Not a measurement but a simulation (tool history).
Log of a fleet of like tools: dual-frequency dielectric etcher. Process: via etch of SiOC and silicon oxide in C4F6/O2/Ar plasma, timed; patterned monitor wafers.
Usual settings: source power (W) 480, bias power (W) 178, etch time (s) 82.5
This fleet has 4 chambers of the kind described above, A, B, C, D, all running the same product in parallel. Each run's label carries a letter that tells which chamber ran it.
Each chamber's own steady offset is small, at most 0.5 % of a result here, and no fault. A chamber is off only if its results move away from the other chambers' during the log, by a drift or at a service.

| run | hour | source power (W) | bias power (W) | etch time (s) | hours since the last wet clean | hours since the last source power generator calibration | hours since the last bias power generator calibration | read-back reference wafer on the same gauge, depth_nm | mean etch depth across the wafer (nm) |
|---|---|---|---|---|---|---|---|---|---|
| 1B | 10.6 | 480 | 178 | 82.5 | 107.2 | 12.5 | 196 | 89.943 | 99.558 |
| 2D | 22 | 480 | 178 | 82.5 | 88.9 | 2151.7 | 1697 | 89.999 | 99.719 |
| 3C | 27.7 | 480 | 178 | 82.5 | 282.9 | 218.2 | 403.9 | 90 | 100.95 |
| 4A | 33.5 | 480 | 178 | 82.5 | 258.2 | 1760.9 | 2692.8 | 90.01 | 99.866 |
| 5D | 39.1 | 480 | 178 | 82.5 | 106 | 2168.8 | 1714.1 | 89.998 | 99.279 |
| 6B | 49.2 | 480 | 178 | 82.5 | 145.8 | 51.1 | 234.6 | 89.981 | 99.755 |
| 7A | 55.1 | 480 | 178 | 82.5 | 279.8 | 1782.5 | 2714.4 | 90.032 | 99.317 |
| 8C | 62 | 480 | 178 | 82.5 | 317.2 | 252.5 | 438.2 | 90.085 | 101.05 |
| 9C | 72.2 | 480 | 178 | 82.5 | 327.4 | 262.7 | 448.4 | 89.976 | 99.895 |
| 10D | 83.4 | 480 | 178 | 82.5 | 150.3 | 2213.1 | 1758.4 | 90.134 | 100.86 |
| 11B | 92.2 | 480 | 178 | 82.5 | 188.8 | 94.1 | 277.6 | 89.937 | 99.212 |
| 12A | 102.9 | 480 | 178 | 82.5 | 327.6 | 1830.3 | 2762.2 | 90.011 | 99.144 |
| 13D | 114.4 | 480 | 178 | 82.5 | 181.3 | 2244.1 | 1789.4 | 89.976 | 99.725 |
| 14A | 120.6 | 590 | 162 | 82.5 | 345.3 | 1848 | 2779.9 | 90.054 | 105.4 |
| 15B | 132.1 | 590 | 162 | 82.5 | 228.7 | 134 | 317.5 | 90.015 | 104.11 |
| 16C | 142.7 | 590 | 162 | 82.5 | 397.9 | 333.2 | 518.9 | 89.926 | 105.65 |
| 17D | 151.5 | 590 | 162 | 82.5 | 218.4 | 2281.2 | 1826.5 | 90.169 | 104.92 |
| 18A | 158.8 | 480 | 178 | 82.5 | 383.5 | 1886.2 | 2818.1 | 90.054 | 98.684 |
| 19C | 165.3 | 480 | 178 | 82.5 | 420.5 | 355.8 | 541.5 | 90.064 | 99.918 |
| 20B | 173.1 | 480 | 178 | 82.5 | 269.7 | 175 | 358.5 | 89.892 | 97.156 |
| 21D | 179.6 | 480 | 178 | 82.5 | 246.5 | 2309.3 | 1854.6 | 89.869 | 99.69 |
| 22B | 189.9 | 480 | 178 | 82.5 | 286.5 | 191.8 | 375.3 | 89.875 | 97.372 |
| 23A | 199.3 | 580 | 163 | 82.5 | 424 | 1926.7 | 2858.6 | 89.974 | 103.97 |
| 24C | 210.7 | 580 | 163 | 82.5 | 465.9 | 401.2 | 586.9 | 89.963 | 106 |
| 25B | 221.8 | 580 | 163 | 82.5 | 318.4 | 223.7 | 407.2 | 89.904 | 101.64 |
| 26C | 228.7 | 580 | 163 | 82.5 | 483.9 | 419.2 | 604.9 | 90.025 | 103.85 |
| 27D | 234.1 | 480 | 178 | 82.5 | 301 | 2363.8 | 1909.1 | 89.949 | 100.29 |
| 28A | 243.6 | 480 | 178 | 82.5 | 468.3 | 1971 | 2902.9 | 90.023 | 99.28 |
| 29D | 254.9 | 480 | 178 | 82.5 | 321.8 | 2384.6 | 1929.9 | 90.019 | 99.708 |
| 30C | 260.9 | 480 | 178 | 82.5 | 516.1 | 451.4 | 637.1 | 89.888 | 100.65 |
| 31B | 271.2 | 480 | 178 | 82.5 | 367.8 | 273.1 | 456.6 | 90.018 | 96.144 |
| 32A | 278 | 480 | 178 | 82.5 | 502.7 | 2005.4 | 2937.3 | 89.91 | 100.1 |
| 33A | 285.7 | 480 | 178 | 82.5 | 510.4 | 2013.1 | 2945 | 89.939 | 100.39 |
| 34C | 294.4 | 480 | 178 | 82.5 | 549.6 | 484.9 | 670.6 | 89.891 | 100.54 |
| 35D | 306.1 | 480 | 178 | 82.5 | 373 | 2435.8 | 1981.1 | 90.048 | 100.59 |
| 36B | 317.8 | 480 | 178 | 82.5 | 414.4 | 319.7 | 503.2 | 89.911 | 94.956 |

The same settings go to every chamber for the next run, one line per chamber below. Forecast the results for each:
| 37A | 326.2 | 480 | 178 | 94.5 |  |  |  |  | ? |
| 37B | 326.2 | 480 | 178 | 94.5 |  |  |  |  | ? |
| 37C | 326.2 | 480 | 178 | 94.5 |  |  |  |  | ? |
| 37D | 326.2 | 480 | 178 | 94.5 |  |  |  |  | ? |

| run | mean etch depth across the wafer (nm) |
|---|---|
| 37A | 114.55 |
| 37B | 108.3 |
| 37C | 114.36 |
| 37D | 114.43 |

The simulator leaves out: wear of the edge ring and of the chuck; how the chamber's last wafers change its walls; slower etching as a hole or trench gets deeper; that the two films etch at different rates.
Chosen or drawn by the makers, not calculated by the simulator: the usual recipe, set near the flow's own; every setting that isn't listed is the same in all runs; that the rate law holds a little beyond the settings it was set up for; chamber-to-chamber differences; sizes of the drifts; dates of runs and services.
